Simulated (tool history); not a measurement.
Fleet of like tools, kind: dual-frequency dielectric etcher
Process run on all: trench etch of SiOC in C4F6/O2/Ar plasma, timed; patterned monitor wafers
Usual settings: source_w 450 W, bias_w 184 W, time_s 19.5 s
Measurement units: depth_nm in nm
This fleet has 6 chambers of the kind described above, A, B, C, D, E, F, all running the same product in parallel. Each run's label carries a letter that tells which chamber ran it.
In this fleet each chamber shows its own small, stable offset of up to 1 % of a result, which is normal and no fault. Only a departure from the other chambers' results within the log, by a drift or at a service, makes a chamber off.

run	day	source_w	bias_w	time_s	hours since the last wet clean	hours since the last source power generator calibration	hours since the last bias power generator calibration	read-back reference wafer on the same gauge, depth_nm	depth_nm
1B	0.450	450	184	19.5	400.1	761.4	1376.1	38.417	42.371
2E	0.829	450	184	19.5	262.2	2053.6	856.9	38.412	42.881
3D	1.175	450	184	19.5	399.5	122.9	3362.5	38.415	42.764
4F	1.517	450	184	19.5	619.9	39.0	1977.4	38.433	42.595
5C	1.812	450	184	19.5	244.1	182.2	812.5	38.420	43.092
6A	2.179	450	184	19.5	204.8	1041.9	541.6	38.421	42.977
7A	2.638	450	184	19.5	215.8	1052.9	552.6	38.440	43.048
# day 2.667: chamber F: wet clean of the chamber
8C	3.067	450	184	19.5	274.2	212.3	842.6	38.436	43.074
9D	3.383	450	184	19.5	452.5	175.9	3415.5	38.443	42.860
10B	3.692	450	147	17.0	477.9	839.2	1453.9	38.456	34.590
11F	4.125	450	147	17.0	35.1	101.6	2040.0	38.454	34.778
12E	4.425	450	147	17.0	348.5	2139.9	943.2	38.460	34.905
# day 4.517: chamber D: wet clean of the chamber
13B	4.700	450	147	17.0	502.1	863.4	1478.1	38.475	34.532
14C	5.104	450	147	17.0	323.1	261.2	891.5	38.469	35.103
15A	5.408	450	147	17.0	282.3	1119.4	619.1	38.478	34.944
16F	5.862	450	184	19.5	76.8	143.3	2081.7	38.501	42.647
17D	6.250	450	184	19.5	41.7	244.7	3484.3	38.501	42.963
# day 6.338: chamber C: wet clean of the chamber
18E	6.471	450	184	19.5	397.6	2189.0	992.3	38.504	43.005
19E	6.858	450	184	19.5	406.9	2198.3	1001.6	38.493	42.914
20B	7.196	450	184	19.5	562.0	923.3	1538.0	38.501	42.485
21A	7.675	450	184	19.5	336.7	1173.8	673.5	38.521	43.115
22F	8.133	450	184	19.5	131.3	197.8	2136.2	38.514	42.738
# day 8.400: chamber B: wet clean of the chamber
23C	8.454	450	184	19.5	50.8	341.6	971.9	38.530	43.188
24D	8.917	450	184	19.5	105.7	308.7	3548.3	38.537	42.828
25B	9.238	450	184	19.5	20.1	972.3	1587.0	38.536	42.482
26D	9.538	450	146	15.0	120.6	323.6	3563.2	38.530	30.699
27C	9.908	450	146	15.0	85.7	376.5	1006.8	38.562	30.883
# day 10.221: chamber E: wet clean of the chamber
28E	10.375	450	146	15.0	3.7	2282.7	1086.0	38.559	30.859
29F	10.671	450	146	15.0	192.2	258.7	2197.1	38.563	30.633
# day 10.871: chamber F: bias power generator calibrated
30A	10.962	450	146	15.0	415.6	1252.7	752.4	38.564	30.937
31C	11.325	450	146	15.0	119.7	410.5	1040.8	38.570	30.942
32F	11.796	450	184	19.5	219.2	285.7	22.2	38.561	42.838
33E	12.050	450	184	19.5	43.9	2322.9	1126.2	38.577	43.010
34B	12.521	450	184	19.5	98.9	1051.1	1665.8	38.607	42.633
35D	12.988	450	184	19.5	203.4	406.4	3646.0	38.593	42.923
36A	13.475	450	184	19.5	475.9	1313.0	812.7	38.619	43.202
37A	13.867	450	184	19.5	485.3	1322.4	822.1	38.620	43.108
38F	14.088	450	184	19.5	274.2	340.7	77.2	38.590	42.885

Decide between three cases: one chamber stands off from its peers, the gauge reading all wafers drifts, or nothing is wrong past each chamber's small offset. Where a chamber is off, say which and what most likely put it there.

Gauge drift. The chambers move together only on paper, and none stands off.
Likeliest cause: gauge reads high (%) = 0.561.
